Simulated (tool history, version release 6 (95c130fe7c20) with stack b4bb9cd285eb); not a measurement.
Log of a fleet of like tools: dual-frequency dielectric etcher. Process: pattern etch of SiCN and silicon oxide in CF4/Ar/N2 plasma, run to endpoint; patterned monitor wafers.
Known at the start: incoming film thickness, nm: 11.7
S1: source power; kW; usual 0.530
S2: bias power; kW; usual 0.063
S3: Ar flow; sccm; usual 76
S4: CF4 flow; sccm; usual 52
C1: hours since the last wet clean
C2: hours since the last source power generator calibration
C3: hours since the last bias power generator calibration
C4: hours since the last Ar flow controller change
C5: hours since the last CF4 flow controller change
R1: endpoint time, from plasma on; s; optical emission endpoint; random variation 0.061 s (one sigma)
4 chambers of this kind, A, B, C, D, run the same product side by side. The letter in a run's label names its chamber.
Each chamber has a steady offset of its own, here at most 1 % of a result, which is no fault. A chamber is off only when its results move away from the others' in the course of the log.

{"run": "1A", "day": 0.312, "S1": 0.53, "S2": 0.063, "S3": 76, "S4": 52, "C1": 338.7, "C2": 1702.8, "C3": 534.5, "C4": 1035.6, "C5": 486.8, "R1": 12.455}
{"run": "2D", "day": 0.654, "S1": 0.53, "S2": 0.063, "S3": 76, "S4": 52, "C1": 276.2, "C2": 583.9, "C3": 3621.5, "C4": 1537.5, "C5": 821.7, "R1": 12.228}
{"run": "3B", "day": 0.867, "S1": 0.53, "S2": 0.063, "S3": 76, "S4": 52, "C1": 483.3, "C2": 1601.3, "C3": 1976.8, "C4": 505.5, "C5": 415.7, "R1": 12.404}
{"day": 1.088, "done": "chamber C: wet clean of the chamber"}
{"run": "4C", "day": 1.158, "S1": 0.53, "S2": 0.063, "S3": 76, "S4": 52, "C1": 1.7, "C2": 698.3, "C3": 1727.7, "C4": 337.1, "C5": 2149.6, "R1": 12.254}
{"run": "5D", "day": 1.454, "S1": 0.53, "S2": 0.063, "S3": 76, "S4": 52, "C1": 295.4, "C2": 603.1, "C3": 3640.7, "C4": 1556.7, "C5": 840.9, "R1": 12.23}
{"run": "6A", "day": 1.875, "S1": 0.53, "S2": 0.063, "S3": 76, "S4": 52, "C1": 376.2, "C2": 1740.3, "C3": 572.0, "C4": 1073.1, "C5": 524.3, "R1": 12.326}
{"run": "7B", "day": 2.217, "S1": 0.53, "S2": 0.071, "S3": 76, "S4": 64, "C1": 515.7, "C2": 1633.7, "C3": 2009.2, "C4": 537.9, "C5": 448.1, "R1": 11.512}
{"run": "8C", "day": 2.442, "S1": 0.53, "S2": 0.071, "S3": 76, "S4": 64, "C1": 32.5, "C2": 729.1, "C3": 1758.5, "C4": 367.9, "C5": 2180.4, "R1": 11.592}
{"run": "9B", "day": 2.667, "S1": 0.53, "S2": 0.071, "S3": 76, "S4": 64, "C1": 526.5, "C2": 1644.5, "C3": 2020.0, "C4": 548.7, "C5": 458.9, "R1": 11.675}
{"run": "10D", "day": 2.912, "S1": 0.53, "S2": 0.071, "S3": 76, "S4": 64, "C1": 330.4, "C2": 638.1, "C3": 3675.7, "C4": 1591.7, "C5": 875.9, "R1": 11.416}
{"run": "11A", "day": 3.117, "S1": 0.53, "S2": 0.063, "S3": 76, "S4": 52, "C1": 406.0, "C2": 1770.1, "C3": 601.8, "C4": 1102.9, "C5": 554.1, "R1": 12.335}
{"run": "12C", "day": 3.421, "S1": 0.53, "S2": 0.063, "S3": 76, "S4": 52, "C1": 56.0, "C2": 752.6, "C3": 1782.0, "C4": 391.4, "C5": 2203.9, "R1": 12.402}
{"run": "13B", "day": 3.767, "S1": 0.53, "S2": 0.063, "S3": 76, "S4": 52, "C1": 552.9, "C2": 1670.9, "C3": 2046.4, "C4": 575.1, "C5": 485.3, "R1": 12.486}
{"run": "14C", "day": 4.042, "S1": 0.53, "S2": 0.063, "S3": 76, "S4": 52, "C1": 70.9, "C2": 767.5, "C3": 1796.9, "C4": 406.3, "C5": 2218.8, "R1": 12.385}
{"run": "15D", "day": 4.262, "S1": 0.53, "S2": 0.063, "S3": 76, "S4": 52, "C1": 362.8, "C2": 670.5, "C3": 3708.1, "C4": 1624.1, "C5": 908.3, "R1": 12.222}
{"run": "16A", "day": 4.617, "S1": 0.53, "S2": 0.063, "S3": 76, "S4": 52, "C1": 442.0, "C2": 1806.1, "C3": 637.8, "C4": 1138.9, "C5": 590.1, "R1": 12.421}
{"run": "17A", "day": 5.025, "S1": 0.53, "S2": 0.063, "S3": 76, "S4": 52, "C1": 451.8, "C2": 1815.9, "C3": 647.6, "C4": 1148.7, "C5": 599.9, "R1": 12.368}
{"run": "18B", "day": 5.412, "S1": 0.53, "S2": 0.063, "S3": 76, "S4": 52, "C1": 592.4, "C2": 1710.4, "C3": 2085.9, "C4": 614.6, "C5": 524.8, "R1": 12.429}
{"run": "19D", "day": 5.708, "S1": 0.53, "S2": 0.063, "S3": 76, "S4": 52, "C1": 397.5, "C2": 705.2, "C3": 3742.8, "C4": 1658.8, "C5": 943.0, "R1": 12.241}
{"run": "20C", "day": 5.988, "S1": 0.53, "S2": 0.063, "S3": 76, "S4": 52, "C1": 117.6, "C2": 814.2, "C3": 1843.6, "C4": 453.0, "C5": 2265.5, "R1": 12.313}
{"day": 5.996, "done": "chamber B: wet clean of the chamber"}
{"run": "21D", "day": 6.342, "S1": 0.53, "S2": 0.063, "S3": 76, "S4": 52, "C1": 412.7, "C2": 720.4, "C3": 3758.0, "C4": 1674.0, "C5": 958.2, "R1": 12.194}
{"run": "22C", "day": 6.654, "S1": 0.64, "S2": 0.071, "S3": 76, "S4": 52, "C1": 133.6, "C2": 830.2, "C3": 1859.6, "C4": 469.0, "C5": 2281.5, "R1": 10.003}
{"run": "23A", "day": 6.954, "S1": 0.64, "S2": 0.071, "S3": 76, "S4": 52, "C1": 498.1, "C2": 1862.2, "C3": 693.9, "C4": 1195.0, "C5": 646.2, "R1": 10.174}
{"run": "24B", "day": 7.262, "S1": 0.64, "S2": 0.071, "S3": 76, "S4": 52, "C1": 30.4, "C2": 1754.8, "C3": 2130.3, "C4": 659.0, "C5": 569.2, "R1": 10.052}
{"run": "25A", "day": 7.612, "S1": 0.64, "S2": 0.071, "S3": 76, "S4": 52, "C1": 513.9, "C2": 1878.0, "C3": 709.7, "C4": 1210.8, "C5": 662.0, "R1": 10.174}
{"run": "26D", "day": 7.921, "S1": 0.53, "S2": 0.063, "S3": 76, "S4": 52, "C1": 450.6, "C2": 758.3, "C3": 3795.9, "C4": 1711.9, "C5": 996.1, "R1": 12.426}
{"run": "27B", "day": 8.217, "S1": 0.53, "S2": 0.063, "S3": 76, "S4": 52, "C1": 53.3, "C2": 1777.7, "C3": 2153.2, "C4": 681.9, "C5": 592.1, "R1": 12.384}
{"day": 8.467, "done": "chamber A: wet clean of the chamber"}
{"run": "28C", "day": 8.612, "S1": 0.53, "S2": 0.063, "S3": 76, "S4": 52, "C1": 180.6, "C2": 877.2, "C3": 1906.6, "C4": 516.0, "C5": 2328.5, "R1": 12.216}
{"run": "29A", "day": 8.95, "S1": 0.53, "S2": 0.063, "S3": 76, "S4": 52, "C1": 11.7, "C2": 1910.1, "C3": 741.8, "C4": 1242.9, "C5": 694.1, "R1": 12.557}
{"run": "30C", "day": 9.175, "S1": 0.53, "S2": 0.063, "S3": 76, "S4": 52, "C1": 194.1, "C2": 890.7, "C3": 1920.1, "C4": 529.5, "C5": 2342.0, "R1": 12.333}
{"run": "31B", "day": 9.4, "S1": 0.53, "S2": 0.063, "S3": 76, "S4": 52, "C1": 81.7, "C2": 1806.1, "C3": 2181.6, "C4": 710.3, "C5": 620.5, "R1": 12.482}
{"run": "32D", "day": 9.7, "S1": 0.53, "S2": 0.063, "S3": 76, "S4": 52, "C1": 493.3, "C2": 801.0, "C3": 3838.6, "C4": 1754.6, "C5": 1038.8, "R1": 12.427}
{"run": "33D", "day": 9.938, "S1": 0.53, "S2": 0.063, "S3": 76, "S4": 52, "C1": 499.0, "C2": 806.7, "C3": 3844.3, "C4": 1760.3, "C5": 1044.5, "R1": 12.231}
{"run": "34C", "day": 10.283, "S1": 0.53, "S2": 0.063, "S3": 76, "S4": 52, "C1": 220.7, "C2": 917.3, "C3": 1946.7, "C4": 556.1, "C5": 2368.6, "R1": 12.371}
{"run": "35A", "day": 10.646, "S1": 0.53, "S2": 0.063, "S3": 76, "S4": 52, "C1": 52.4, "C2": 1950.8, "C3": 782.5, "C4": 1283.6, "C5": 734.8, "R1": 12.645}
{"run": "36B", "day": 11.096, "S1": 0.53, "S2": 0.063, "S3": 76, "S4": 52, "C1": 122.4, "C2": 1846.8, "C3": 2222.3, "C4": 751.0, "C5": 661.2, "R1": 12.502}
{"run": "37B", "day": 11.35, "S1": 0.53, "S2": 0.063, "S3": 76, "S4": 52, "C1": 128.5, "C2": 1852.9, "C3": 2228.4, "C4": 757.1, "C5": 667.3, "R1": 12.374}
{"run": "38C", "day": 11.796, "S1": 0.53, "S2": 0.063, "S3": 76, "S4": 52, "C1": 257.0, "C2": 953.6, "C3": 1983.0, "C4": 592.4, "C5": 2404.9, "R1": 12.359}
{"run": "39A", "day": 12.138, "S1": 0.53, "S2": 0.063, "S3": 76, "S4": 52, "C1": 88.2, "C2": 1986.6, "C3": 818.3, "C4": 1319.4, "C5": 770.6, "R1": 12.567}
{"run": "40D", "day": 12.35, "S1": 0.53, "S2": 0.063, "S3": 76, "S4": 52, "C1": 556.9, "C2": 864.6, "C3": 3902.2, "C4": 1818.2, "C5": 1102.4, "R1": 12.276}
{"run": "41D", "day": 12.654, "S1": 0.53, "S2": 0.063, "S3": 76, "S4": 52, "C1": 564.2, "C2": 871.9, "C3": 3909.5, "C4": 1825.5, "C5": 1109.7, "R1": 12.305}

What goes on in this fleet: one chamber off, a drifting gauge, or nothing beyond the chambers' own small offsets? Name the chamber and the cause, if any.

Chamber A drifts away from the others.
Cause: source power that arrives under what is set, % = 3.23.

Here are 4 candidates for chamber A's next run, each the usual settings with a change, their results left as question marks. Which one brings its results back in line with what the others give on the usual settings?
In line means no further than this from the other chambers' mean on the usual settings: R1 0.210 s
{"run": "42A-1", "day": 12.979, "S1": 0.5, "S2": 0.062, "S3": 77, "S4": 51, "R1": "?"}
{"run": "42A-2", "day": 12.979, "S1": 0.56, "S2": 0.064, "S3": 75, "S4": 52, "R1": "?"}
{"run": "42A-3", "day": 12.979, "S1": 0.51, "S2": 0.063, "S3": 76, "S4": 52, "R1": "?"}
{"run": "42A-4", "day": 12.979, "S1": 0.55, "S2": 0.063, "S3": 76, "S4": 52, "R1": "?"}

The other chambers' mean on the usual settings: R1 12.346 s
run=42A-1 R1=13.486
run=42A-2 R1=11.986
run=42A-3 R1=13.114
run=42A-4 R1=12.267
42A-4 brings the chamber back in line.
